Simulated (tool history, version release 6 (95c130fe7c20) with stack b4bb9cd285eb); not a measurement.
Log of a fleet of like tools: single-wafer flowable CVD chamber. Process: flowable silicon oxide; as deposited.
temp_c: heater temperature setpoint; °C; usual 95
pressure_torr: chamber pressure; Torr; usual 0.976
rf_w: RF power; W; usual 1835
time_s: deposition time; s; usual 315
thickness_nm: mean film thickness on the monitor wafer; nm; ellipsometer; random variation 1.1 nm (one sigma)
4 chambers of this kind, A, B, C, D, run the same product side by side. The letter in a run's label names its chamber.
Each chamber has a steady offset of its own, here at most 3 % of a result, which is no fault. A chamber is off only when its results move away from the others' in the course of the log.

run   hour  temp_c  pressure_torr  rf_w  time_s  read-back reference wafer on the same gauge, thickness_nm  thickness_nm
 1B    4.3      95          0.976  1835     315                                                     255.08        285.82
 2D    8.1      95          0.976  1835     315                                                     254.91        284.78
 3C   12.8      95          0.976  1835     315                                                     255.18        275.42
 4A   16.5      95          0.976  1835     315                                                     254.85        283.18
 5D   21.7      95          1.176  1835     264                                                     255.02        297.64
      25.9  -- chamber A: RF generator calibrated
 6C   27.9      95          1.176  1835     264                                                     255.05        286.37
 7B   31.5      95          1.176  1835     264                                                     255.08        297.34
 8A   35.4      95          1.176  1835     264                                                     255.22        293.69
 9C   38.9      95          0.976  1835     315                                                     254.91        274.08
10D   44.6      95          0.976  1835     315                                                     254.89        283.55
11A   47.9      95          0.838  1835     315                                                     255.02        234.61
12B   50.8      95          0.838  1835     315                                                     255.33         234.6
13B   54.7      95          0.838  1835     315                                                     255.12        236.05
14D   57.5      95          0.838  1835     315                                                     254.74         233.5
15A   63.7     107          0.976  1835     315                                                     255.09        188.27
16C   69.2     107          0.976  1835     315                                                     254.78        185.34
17A   72.6     107          0.976  1835     315                                                     255.14        190.01
18B   78.2     107          0.976  1835     315                                                     255.07        190.59
19D   83.7      95          0.758  1835     315                                                     254.83        205.02
20C   86.7      95          0.758  1835     315                                                     254.95        200.28
21D   91.4      95          0.758  1835     315                                                      254.8        204.75
      91.6  -- chamber C: capacitance manometer re-zeroed and calibrated
      96.2  -- chamber A: thermocouple changed; heater temperature recalibrated
22A   96.5      95          0.758  1835     315                                                     255.01        205.42
23B  102.1      95          0.976  1835     315                                                     255.25        286.11
24C  107.9      95          0.976  1835     315                                                     254.93        276.82
25A    112      95          0.976  1835     315                                                     254.92        282.56

Next, every chamber runs the same settings. What will each give?
26A  116.7      95          0.976  1835     315                                                                        ?
26B  116.7      95          0.976  1835     315                                                                        ?
26C  116.7      95          0.976  1835     315                                                                        ?
26D  116.7      95          0.976  1835     315                                                                        ?

run  thickness_nm
26A        283.42
26B        287.51
26C        274.31
26D        284.23
